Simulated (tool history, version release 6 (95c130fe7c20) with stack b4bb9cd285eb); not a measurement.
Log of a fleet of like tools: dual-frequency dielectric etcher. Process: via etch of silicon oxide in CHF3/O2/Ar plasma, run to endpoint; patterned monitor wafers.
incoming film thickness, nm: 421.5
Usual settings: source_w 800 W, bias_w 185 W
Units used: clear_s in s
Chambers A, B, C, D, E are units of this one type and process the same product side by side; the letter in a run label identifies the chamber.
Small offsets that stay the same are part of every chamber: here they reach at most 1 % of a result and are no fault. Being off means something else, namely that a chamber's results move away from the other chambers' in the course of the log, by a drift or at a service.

run   hour  source_w  bias_w  hours since the last wet clean  hours since the last source power generator calibration  hours since the last bias power generator calibration  clear_s
 1C   15.0       800     185                           149.2                                                   3501.5                                                 1405.4   188.82
 2A   25.8       800     185                           369.9                                                    275.8                                                  803.5   191.06
 3D   37.3       800     185                           117.8                                                   1227.7                                                  682.4   190.11
 4B   50.2       800     185                           331.8                                                   3200.4                                                 1019.5   190.36
 5E   64.4       800     185                           205.3                                                    650.6                                                  942.5   189.76
 6C   77.3       600     170                           211.5                                                   3563.8                                                 1467.7   215.35
 7D   84.4       600     170                           164.9                                                   1274.8                                                  729.5   219.15
 8B   99.7       600     170                           381.3                                                   3249.9                                                 1069.0   219.07
 9A  110.4       600     170                           454.5                                                    360.4                                                  888.1   218.96
10E  124.9       600     170                           265.8                                                    711.1                                                 1003.0   217.10
11E  140.3       800     185                           281.2                                                    726.5                                                 1018.4   187.99
12C  151.2       710     141                           285.4                                                   3637.7                                                 1541.6   215.91
13B  162.2       710     141                           443.8                                                   3312.4                                                 1131.5   217.53
14A  177.4       710     141                           521.5                                                    427.4                                                  955.1   217.26
15D  192.2       710     141                           272.7                                                   1382.6                                                  837.3   217.33
16B  203.6       710     141                           485.2                                                   3353.8                                                 1172.9   217.59
     209.2  -- chamber A: wet clean of the chamber
     217.7  -- chamber E: wet clean of the chamber
17D  218.8       800     185                           299.3                                                   1409.2                                                  863.9   189.13
18E  226.6       800     185                             9.0                                                    812.8                                                 1104.7   188.90
19C  238.8       800     185                           373.0                                                   3725.3                                                 1629.2   190.24
20A  246.8       800     185                            37.7                                                    496.8                                                 1024.5   189.08
21A  254.3       990     170                            45.2                                                    504.3                                                 1032.0   179.20
22B  262.4       990     170                           544.0                                                   3412.6                                                 1231.7   179.75
23E  273.6       990     170                            56.0                                                    859.8                                                 1151.7   178.71
     279.5  -- chamber C: source power generator calibrated
24D  284.5       990     170                           365.0                                                   1474.9                                                  929.6   178.21
25C  292.7       990     170                           426.9                                                     13.3                                                 1683.1   179.28
26C  303.4       800     185                           437.6                                                     24.0                                                 1693.8   189.46
     311.8  -- chamber C: wet clean of the chamber
27D  314.5       800     185                           395.0                                                   1504.9                                                  959.6   188.66
28B  324.4       800     185                           606.0                                                   3474.6                                                 1293.7   188.46
29A  337.8       800     185                           128.7                                                    587.8                                                 1115.5   190.63
     343.9  -- chamber B: wet clean of the chamber
30E  345.9       800     185                           128.3                                                    932.1                                                 1224.0   189.14
     347.5  -- chamber B: source power generator calibrated
31B  361.2       690     157                            17.3                                                     13.8                                                 1330.5   211.51
32D  371.1       690     157                           451.6                                                   1561.5                                                 1016.2   210.71
33E  384.3       690     157                           166.7                                                    970.5                                                 1262.4   210.48
34A  399.1       690     157                           190.0                                                    649.1                                                 1176.8   213.56
35C  413.8       690     157                           102.0                                                    134.4                                                 1804.2   213.19
     417.1  -- chamber B: bias power generator calibrated
36B  429.1       800     185                            85.2                                                     81.7                                                   12.0   189.49
37E  439.5       800     185                           221.9                                                   1025.7                                                 1317.6   187.83
38A  455.0       800     185                           245.9                                                    705.0                                                 1232.7   189.43

Which is it: a chamber that has drifted or been left off by a service, a gauge drift common to all chambers, or only each chamber's usual small offset? If a chamber is off, name it and its likeliest cause.

One chamber, D, drifts off from the rest bit by bit.
Cause: etch rate over this chamber's usual, % = 2.14.
The log might look much the same if the cause were instead: source power that arrives over what is set, %.

Below are 4 candidate recipes for chamber D's next run, each the usual settings with a change, their results shown as question marks. Which of them brings D's results back in line with what the other chambers give on the usual settings?
To be in line, a result may differ from the other chambers' mean on the usual settings by at most: clear_s 2.40 s
39D-1  466.8       780     181                                                                                                                                                        ?
39D-2  466.8       720     185                                                                                                                                                        ?
39D-3  466.8       800     195                                                                                                                                                        ?
39D-4  466.8       800     208                                                                                                                                                        ?

Other chambers, usual settings, mean: clear_s 189.70 s
  run  clear_s
39D-1   189.68
39D-2   194.29
39D-3   183.27
39D-4   179.37
The answer is 39D-1, which returns the chamber to within the allowed miss of the others.
